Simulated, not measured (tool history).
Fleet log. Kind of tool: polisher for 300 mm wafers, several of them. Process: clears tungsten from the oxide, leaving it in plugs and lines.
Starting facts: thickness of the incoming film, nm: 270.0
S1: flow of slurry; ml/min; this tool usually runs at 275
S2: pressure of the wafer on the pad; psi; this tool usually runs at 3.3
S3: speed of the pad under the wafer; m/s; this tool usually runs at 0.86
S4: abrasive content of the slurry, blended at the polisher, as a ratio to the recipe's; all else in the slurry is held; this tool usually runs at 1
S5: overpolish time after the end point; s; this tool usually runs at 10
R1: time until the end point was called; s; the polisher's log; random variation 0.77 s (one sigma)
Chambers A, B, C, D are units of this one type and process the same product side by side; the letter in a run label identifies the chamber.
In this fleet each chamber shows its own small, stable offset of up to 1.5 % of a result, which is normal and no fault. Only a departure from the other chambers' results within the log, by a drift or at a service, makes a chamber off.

Run 1B, hour 2.8: usual settings. Result: R1 66.753 s.
Run 2D, hour 7.1: usual settings. Result: R1 65.919 s.
At hour 9.1: chamber D: worn pad replaced by a new one.
Run 3A, hour 11: usual settings. Result: R1 66.826 s.
Run 4C, hour 14.7: usual settings. Result: R1 67.159 s.
Run 5A, hour 17.9: usual settings. Result: R1 67.363 s.
Run 6D, hour 21.3: usual settings. Result: R1 66.558 s.
At hour 21.8: chamber B: slurry nozzle cleaned.
At hour 23.2: chamber A: slurry blender recalibrated.
At hour 23.9: chamber A: slurry tank refilled with fresh slurry and peroxide.
Run 7C, hour 24: usual settings. Result: R1 68.266 s.
At hour 25.7: chamber B: worn pad replaced by a new one.
Run 8B, hour 27: usual settings but S1 220 ml/min. Result: R1 69.191 s.
Run 9C, hour 30.3: usual settings but S1 220 ml/min. Result: R1 68.596 s.
Run 10D, hour 32.4: usual settings but S1 220 ml/min. Result: R1 66.674 s.
Run 11B, hour 36.4: usual settings but S1 220 ml/min. Result: R1 67.827 s.
Run 12A, hour 39.4: usual settings. Result: R1 66.17 s.
At hour 40.9: chamber C: worn pad replaced by a new one.
Run 13C, hour 42.8: usual settings. Result: R1 66.738 s.
Run 14B, hour 45: usual settings. Result: R1 67.862 s.
Run 15D, hour 48.4: usual settings but S4 0.75. Result: R1 69.461 s.
At hour 50.1: chamber C: slurry blender recalibrated.
Run 16A, hour 51.8: usual settings but S4 0.75. Result: R1 72.844 s.
At hour 52.1: chamber D: head pressure recalibrated.
Run 17C, hour 55.9: usual settings but S4 0.75. Result: R1 73.466 s.
At hour 57.7: chamber A: worn pad replaced by a new one.
Run 18A, hour 59.5: usual settings but S4 0.75. Result: R1 70.335 s.
Run 19D, hour 63.4: usual settings but S1 305 ml/min, S5 15 s. Result: R1 64.337 s.
Run 20B, hour 67.1: usual settings but S1 305 ml/min, S5 15 s. Result: R1 67.94 s.
At hour 69.1: chamber D: slurry tank refilled with fresh slurry and peroxide.
Run 21A, hour 69.8: usual settings but S1 305 ml/min, S5 15 s. Result: R1 65.599 s.
Run 22B, hour 72.6: usual settings but S1 305 ml/min, S5 15 s. Result: R1 70.057 s.
Run 23C, hour 75.6: usual settings. Result: R1 68.077 s.
Run 24D, hour 78.1: usual settings but S2 2.6 psi. Result: R1 82.948 s.
Run 25B, hour 81.3: usual settings but S2 2.6 psi. Result: R1 90.241 s.
Run 26D, hour 83.6: usual settings but S2 2.6 psi. Result: R1 82.615 s.
Run 27C, hour 86: usual settings but S2 2.6 psi. Result: R1 86.512 s.
Run 28A, hour 88: usual settings. Result: R1 67.114 s.
Run 29D, hour 90.2: usual settings. Result: R1 65.427 s.
Run 30A, hour 92.3: usual settings. Result: R1 67.016 s.
Run 31C, hour 94.5: usual settings but S4 0.85. Result: R1 68.822 s.
Run 32B, hour 97.6: usual settings but S4 0.85. Result: R1 76.022 s.
Run 33A, hour 99.9: usual settings but S4 0.85. Result: R1 69.179 s.
Run 34C, hour 104: usual settings but S4 0.85. Result: R1 69.824 s.

All 4 chambers run these settings next. Forecast each chamber's results:
Run 35A, hour 107.2: usual settings but S5 15 s. Result: R1 ?.
Run 35B, hour 107.2: usual settings but S5 15 s. Result: R1 ?.
Run 35C, hour 107.2: usual settings but S5 15 s. Result: R1 ?.
Run 35D, hour 107.2: usual settings but S5 15 s. Result: R1 ?.

run      R1
35A  68.211
35B  72.861
35C  67.344
35D  66.075
